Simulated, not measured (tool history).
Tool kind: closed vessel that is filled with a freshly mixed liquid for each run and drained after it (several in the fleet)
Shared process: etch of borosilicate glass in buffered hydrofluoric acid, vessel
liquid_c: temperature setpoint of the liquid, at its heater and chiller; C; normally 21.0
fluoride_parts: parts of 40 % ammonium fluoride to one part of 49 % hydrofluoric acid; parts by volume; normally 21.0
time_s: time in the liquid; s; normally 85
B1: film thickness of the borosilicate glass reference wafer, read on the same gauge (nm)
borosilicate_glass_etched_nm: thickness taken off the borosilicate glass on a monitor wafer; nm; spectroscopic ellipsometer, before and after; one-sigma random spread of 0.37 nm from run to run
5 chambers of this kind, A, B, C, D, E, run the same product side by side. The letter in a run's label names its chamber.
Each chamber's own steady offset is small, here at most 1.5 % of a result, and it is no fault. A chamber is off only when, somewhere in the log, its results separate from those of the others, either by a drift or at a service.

run 1D hour=6.7 | liquid_c=21.0 fluoride_parts=21.0 time_s=85 | B1=89.994 | borosilicate_glass_etched_nm=44.154
run 2E hour=11.8 | liquid_c=21.0 fluoride_parts=21.0 time_s=85 | B1=89.979 | borosilicate_glass_etched_nm=44.180
run 3A hour=16.9 | liquid_c=21.0 fluoride_parts=21.0 time_s=85 | B1=90.009 | borosilicate_glass_etched_nm=44.473
run 4C hour=19.8 | liquid_c=21.0 fluoride_parts=21.0 time_s=85 | B1=90.003 | borosilicate_glass_etched_nm=43.857
run 5B hour=25.0 | liquid_c=21.0 fluoride_parts=21.0 time_s=85 | B1=89.988 | borosilicate_glass_etched_nm=43.807
run 6A hour=31.3 | liquid_c=21.0 fluoride_parts=21.0 time_s=85 | B1=89.997 | borosilicate_glass_etched_nm=44.581
run 7E hour=34.5 | liquid_c=21.0 fluoride_parts=21.0 time_s=85 | B1=90.028 | borosilicate_glass_etched_nm=43.917
run 8C hour=38.3 | liquid_c=21.0 fluoride_parts=21.0 time_s=85 | B1=90.006 | borosilicate_glass_etched_nm=43.963
run 9D hour=44.1 | liquid_c=21.0 fluoride_parts=21.0 time_s=85 | B1=90.017 | borosilicate_glass_etched_nm=43.638
-- hour=44.4 chamber A: thermometer replaced
run 10B hour=50.1 | liquid_c=21.0 fluoride_parts=21.0 time_s=85 | B1=90.003 | borosilicate_glass_etched_nm=43.938
run 11C hour=56.1 | liquid_c=21.0 fluoride_parts=21.0 time_s=85 | B1=89.996 | borosilicate_glass_etched_nm=43.496
run 12A hour=59.9 | liquid_c=21.0 fluoride_parts=25.0 time_s=115 | B1=90.012 | borosilicate_glass_etched_nm=53.355
run 13E hour=66.5 | liquid_c=21.0 fluoride_parts=25.0 time_s=115 | B1=90.012 | borosilicate_glass_etched_nm=52.088
run 14D hour=71.0 | liquid_c=21.0 fluoride_parts=25.0 time_s=115 | B1=89.996 | borosilicate_glass_etched_nm=53.137
run 15B hour=77.2 | liquid_c=21.0 fluoride_parts=25.0 time_s=115 | B1=90.006 | borosilicate_glass_etched_nm=52.146
run 16A hour=80.2 | liquid_c=21.0 fluoride_parts=25.0 time_s=115 | B1=90.003 | borosilicate_glass_etched_nm=54.517
run 17D hour=86.7 | liquid_c=21.0 fluoride_parts=21.0 time_s=85 | B1=90.010 | borosilicate_glass_etched_nm=44.032
run 18E hour=91.4 | liquid_c=21.0 fluoride_parts=21.0 time_s=85 | B1=90.001 | borosilicate_glass_etched_nm=43.351
run 19B hour=94.6 | liquid_c=21.0 fluoride_parts=16.5 time_s=50 | B1=89.996 | borosilicate_glass_etched_nm=32.461
run 20C hour=99.5 | liquid_c=21.0 fluoride_parts=16.5 time_s=50 | B1=90.008 | borosilicate_glass_etched_nm=32.383
run 21A hour=103.3 | liquid_c=21.0 fluoride_parts=16.5 time_s=50 | B1=90.005 | borosilicate_glass_etched_nm=33.856
run 22B hour=108.0 | liquid_c=21.0 fluoride_parts=16.5 time_s=50 | B1=89.998 | borosilicate_glass_etched_nm=32.456
run 23C hour=111.6 | liquid_c=21.0 fluoride_parts=16.5 time_s=50 | B1=89.999 | borosilicate_glass_etched_nm=32.883
run 24D hour=115.8 | liquid_c=21.0 fluoride_parts=21.0 time_s=85 | B1=89.994 | borosilicate_glass_etched_nm=43.741
run 25E hour=121.2 | liquid_c=21.0 fluoride_parts=21.0 time_s=85 | B1=89.983 | borosilicate_glass_etched_nm=43.937
run 26D hour=124.3 | liquid_c=21.0 fluoride_parts=21.0 time_s=85 | B1=90.020 | borosilicate_glass_etched_nm=43.734
run 27C hour=130.0 | liquid_c=21.0 fluoride_parts=21.0 time_s=85 | B1=89.982 | borosilicate_glass_etched_nm=44.341
-- hour=130.9 chamber C: hydrofluoric acid flow meter replaced
run 28A hour=135.3 | liquid_c=21.0 fluoride_parts=21.0 time_s=85 | B1=89.988 | borosilicate_glass_etched_nm=46.090
run 29B hour=141.1 | liquid_c=21.0 fluoride_parts=21.0 time_s=85 | B1=90.010 | borosilicate_glass_etched_nm=43.993
run 30E hour=144.2 | liquid_c=21.0 fluoride_parts=21.0 time_s=85 | B1=89.996 | borosilicate_glass_etched_nm=42.905
run 31E hour=149.8 | liquid_c=21.0 fluoride_parts=13.5 time_s=85 | B1=90.011 | borosilicate_glass_etched_nm=66.084
run 32A hour=156.0 | liquid_c=21.0 fluoride_parts=13.5 time_s=85 | B1=89.994 | borosilicate_glass_etched_nm=71.190
run 33B hour=159.5 | liquid_c=21.0 fluoride_parts=13.5 time_s=85 | B1=90.007 | borosilicate_glass_etched_nm=67.687
run 34D hour=165.6 | liquid_c=21.0 fluoride_parts=13.5 time_s=85 | B1=90.002 | borosilicate_glass_etched_nm=65.188
run 35C hour=172.4 | liquid_c=21.0 fluoride_parts=13.5 time_s=85 | B1=89.994 | borosilicate_glass_etched_nm=67.268
run 36C hour=176.8 | liquid_c=23.5 fluoride_parts=21.0 time_s=40 | B1=90.007 | borosilicate_glass_etched_nm=23.540
run 37E hour=181.5 | liquid_c=23.5 fluoride_parts=21.0 time_s=40 | B1=90.006 | borosilicate_glass_etched_nm=23.870
run 38B hour=188.2 | liquid_c=23.5 fluoride_parts=21.0 time_s=40 | B1=90.021 | borosilicate_glass_etched_nm=23.373
run 39A hour=192.0 | liquid_c=23.5 fluoride_parts=21.0 time_s=40 | B1=90.018 | borosilicate_glass_etched_nm=25.780
run 40D hour=197.0 | liquid_c=23.5 fluoride_parts=21.0 time_s=40 | B1=89.999 | borosilicate_glass_etched_nm=23.168
run 41A hour=201.0 | liquid_c=21.0 fluoride_parts=21.0 time_s=85 | B1=89.998 | borosilicate_glass_etched_nm=47.497
run 42C hour=207.0 | liquid_c=21.0 fluoride_parts=21.0 time_s=85 | B1=90.004 | borosilicate_glass_etched_nm=44.115
run 43D hour=212.6 | liquid_c=21.0 fluoride_parts=21.0 time_s=85 | B1=89.993 | borosilicate_glass_etched_nm=43.391
run 44E hour=216.3 | liquid_c=21.0 fluoride_parts=21.0 time_s=85 | B1=90.013 | borosilicate_glass_etched_nm=43.623

Decide between three cases: one chamber stands off from its peers, the gauge reading all wafers drifts, or nothing is wrong past each chamber's small offset. Where a chamber is off, say which and what most likely put it there.

It is chamber A that slowly wanders off from its peers.
Most likely cause: hydrofluoric acid flow above the setpoint (%) = 10.1.

Below are 4 candidate recipes for chamber A's next run, each the usual settings with a change, their results shown as question marks. Which of them brings A's results back in line with what the other chambers give on the usual settings?
To be in line, a result may differ from the other chambers' mean on the usual settings by at most: borosilicate_glass_etched_nm 1.300 nm
run 45A-1 hour=221.2 | liquid_c=21.5 fluoride_parts=20.5 time_s=85 | borosilicate_glass_etched_nm=?
run 45A-2 hour=221.2 | liquid_c=21.5 fluoride_parts=19.5 time_s=85 | borosilicate_glass_etched_nm=?
run 45A-3 hour=221.2 | liquid_c=21.0 fluoride_parts=22.0 time_s=85 | borosilicate_glass_etched_nm=?
run 45A-4 hour=221.2 | liquid_c=21.0 fluoride_parts=21.5 time_s=80 | borosilicate_glass_etched_nm=?

The mean the other chambers reach with the usual settings: borosilicate_glass_etched_nm 43.733 nm
run=45A-1 borosilicate_glass_etched_nm=50.575
run=45A-2 borosilicate_glass_etched_nm=53.110
run=45A-3 borosilicate_glass_etched_nm=45.949
run=45A-4 borosilicate_glass_etched_nm=44.233
45A-4 brings the chamber back in line.
